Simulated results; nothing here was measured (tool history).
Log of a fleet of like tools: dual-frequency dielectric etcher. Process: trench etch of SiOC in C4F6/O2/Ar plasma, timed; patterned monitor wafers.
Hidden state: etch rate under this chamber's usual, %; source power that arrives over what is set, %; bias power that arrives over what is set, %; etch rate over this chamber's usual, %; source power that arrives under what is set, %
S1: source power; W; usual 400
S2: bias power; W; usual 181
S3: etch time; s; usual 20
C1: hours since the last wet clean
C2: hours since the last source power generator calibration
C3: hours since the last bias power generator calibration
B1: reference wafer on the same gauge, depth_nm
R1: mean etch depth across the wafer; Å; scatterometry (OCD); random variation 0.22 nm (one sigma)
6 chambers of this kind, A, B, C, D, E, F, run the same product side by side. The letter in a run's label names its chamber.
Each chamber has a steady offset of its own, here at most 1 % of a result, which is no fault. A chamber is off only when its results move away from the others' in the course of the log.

run	hour	S1	S2	S3	C1	C2	C3	B1	R1
1E	5.1	400	181	20	34.1	521.3	2387.4	38.595	415.34
2C	10.4	400	181	20	241.3	2715.3	3372.7	38.537	418.42
3D	17	400	181	20	224.8	585.1	1051.3	38.614	419.01
4B	21.4	400	181	20	192.9	644.4	2347.5	38.622	412.89
# hour 21.5: chamber C: bias power generator calibrated
5A	25.9	400	181	20	352.3	1195.6	777.4	38.592	418.05
6F	33.6	400	181	20	321.1	1850.5	663.5	38.623	414.58
7E	39.6	400	207	20	68.6	555.8	2421.9	38.591	437.49
8C	43.9	400	207	20	274.8	2748.8	22.4	38.637	437.32
9A	48.5	400	207	20	374.9	1218.2	800	38.633	438.49
10D	52.7	400	207	20	260.5	620.8	1087	38.658	433.5
11F	58.9	400	207	20	346.4	1875.8	688.8	38.636	437.19
12B	65.4	400	207	20	236.9	688.4	2391.5	38.538	427.19
13F	70.5	400	181	20	358	1887.4	700.4	38.576	414.62
14B	78.4	400	181	20	249.9	701.4	2404.5	38.512	412.45
15D	85.5	400	181	20	293.3	653.6	1119.8	38.591	418.26
16E	91.8	400	181	20	120.8	608	2474.1	38.598	413.65
17C	98.1	400	181	20	329	2803	76.6	38.54	415.15
18A	102.1	400	181	20	428.5	1271.8	853.6	38.639	414.22
19D	106.5	400	181	20	314.3	674.6	1140.8	38.646	420.52
20E	111.7	400	181	20	140.7	627.9	2494	38.607	415.93
21B	115.7	400	181	15.5	287.2	738.7	2441.8	38.595	318.04
22F	120.4	400	181	15.5	407.9	1937.3	750.3	38.587	321.77
# hour 126.5: chamber A: wet clean of the chamber
23A	128.2	400	181	15.5	1.8	1297.9	879.7	38.593	312.26
24C	133.1	400	181	15.5	364	2838	111.6	38.615	320.08
25E	137.4	400	181	15.5	166.4	653.6	2519.7	38.629	318.53
26B	141.6	400	181	15.5	313.1	764.6	2467.7	38.625	320.55
27C	146.3	400	181	20	377.2	2851.2	124.8	38.578	415.02
28D	154.2	400	181	20	362	722.3	1188.5	38.584	420.51
29A	161.4	400	181	20	35	1331.1	912.9	38.627	400.3
30F	165.9	400	181	20	453.4	1982.8	795.8	38.546	419.34
31F	171.6	400	181	20	459.1	1988.5	801.5	38.588	416.53
32D	179.3	400	181	20	387.1	747.4	1213.6	38.562	414.67
33E	185.6	400	181	20	214.6	701.8	2567.9	38.656	413.15
34A	189.3	400	181	20	62.9	1359	940.8	38.606	394.99
35B	197	340	181	20	368.5	820	2523.1	38.586	390.57
36C	201.2	340	181	20	432.1	2906.1	179.7	38.582	385.06
37B	206.9	340	181	20	378.4	829.9	2533	38.63	390.91
38F	214.3	340	181	20	501.8	2031.2	844.2	38.599	392.67
39D	220.4	340	181	20	428.2	788.5	1254.7	38.647	388.18
40E	225.8	340	181	20	254.8	742	2608.1	38.565	389.86
41A	231.6	400	181	20	105.2	1401.3	983.1	38.564	399.54
# hour 236.9: chamber B: wet clean of the chamber
42C	239.3	400	181	20	470.2	2944.2	217.8	38.539	413.5
43D	243.6	400	181	20	451.4	811.7	1277.9	38.65	413.51
44B	250.2	330	181	20	13.4	873.2	2576.3	38.617	384.53

Is one chamber off against the others, does the gauge drift, or is nothing wrong? If a chamber is off, say which, and what the likeliest cause is.

A service left chamber A off against the others.
Cause: etch rate under this chamber's usual, % = 4.64.

Here are 4 candidates for chamber A's next run, each the usual settings with a change, their results left as question marks. Which one brings its results back in line with what the others give on the usual settings?
In line means no further than this from the other chambers' mean on the usual settings: R1 7.7 Å
45A-1	256	400	137	20					?
45A-2	256	360	181	20					?
45A-3	256	440	181	20					?
45A-4	256	410	184	21.5					?

The other chambers' mean on the usual settings: R1 415.29 Å
run	R1
45A-1	367.37
45A-2	384.4
45A-3	416.11
45A-4	437.31
45A-3 brings the chamber back in line.
